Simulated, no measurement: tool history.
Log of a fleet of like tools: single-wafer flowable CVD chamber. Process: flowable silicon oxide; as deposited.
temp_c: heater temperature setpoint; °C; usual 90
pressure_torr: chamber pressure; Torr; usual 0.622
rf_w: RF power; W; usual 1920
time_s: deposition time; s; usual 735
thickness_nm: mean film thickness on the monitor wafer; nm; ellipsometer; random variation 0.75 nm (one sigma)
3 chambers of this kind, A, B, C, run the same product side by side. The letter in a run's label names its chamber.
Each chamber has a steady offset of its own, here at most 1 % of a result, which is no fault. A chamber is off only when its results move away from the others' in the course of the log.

run   hour  temp_c  pressure_torr  rf_w  time_s  read-back reference wafer on the same gauge, thickness_nm  thickness_nm
 1A    5.5      90          0.622  1920     735                                                      491.9        442.51
 2B    9.6      90          0.622  1920     735                                                     491.67        441.46
 3C   13.6      90          0.622  1920     735                                                     491.73        440.76
 4A   17.8      90          0.622  1920     735                                                     491.73        441.97
 5C   21.8      90          0.622  1920     735                                                     491.42         440.3
 6B   26.6      90          0.622  1920     735                                                     491.37        441.71
 7B     31      90          0.622  1920     735                                                     491.23        442.44
 8C   35.5      90          0.622  1920     735                                                     491.48        439.41
 9A   39.7      90          0.622  1920     735                                                     491.09        442.56
10C   43.3      90          0.622  1920     735                                                     491.27        439.31
11B   48.4      90          0.622  1920     735                                                     490.87        440.52
12A   53.5      90          0.622  1920     735                                                     490.76        442.96
13C     58      81          0.622  1715     735                                                     490.52        556.49
14B   63.6      81          0.622  1715     735                                                     490.51        561.06
15A   68.5      81          0.622  1715     735                                                     490.65        562.12
16A   72.2      90          0.622  1920     870                                                     490.54        522.05
17C   77.7      90          0.622  1920     870                                                     490.39        519.08
18B   84.1      90          0.622  1920     870                                                     490.14        522.68
      90.6  -- chamber B: capacitance manometer re-zeroed and calibrated
19A   90.6      90          0.622  1920     735                                                     489.78        440.33
20B     97      90          0.622  1920     735                                                     489.83        439.54
21C  103.3      90          0.622  1920     735                                                     489.51        438.87
22C  108.5      90          0.622  1920     735                                                     489.61        437.53
23B  114.1      90          0.622  1920     735                                                     489.38        440.47
24A  118.3      90          0.622  1920     735                                                     489.31        439.46
25C  124.5      90          0.622  1920     735                                                     489.19        437.02
26A  129.1      90          0.622  1920     735                                                     489.08        441.15
27B  133.4      90          0.622  1920     735                                                     489.07         440.6
28C  136.6      90          0.622  1920     735                                                     488.82        438.11
29B  142.1      90          0.622  1920     735                                                     488.81        440.88
30A  147.2      90          0.622  1920     735                                                     488.66        438.67

All 3 chambers run these settings next. Forecast each chamber's results:
31A   152      90          0.555  1920     735                                                                        ?
31B   152      90          0.555  1920     735                                                                        ?
31C   152      90          0.555  1920     735                                                                        ?

run  thickness_nm
31A        376.14
31B        373.13
31C        371.27
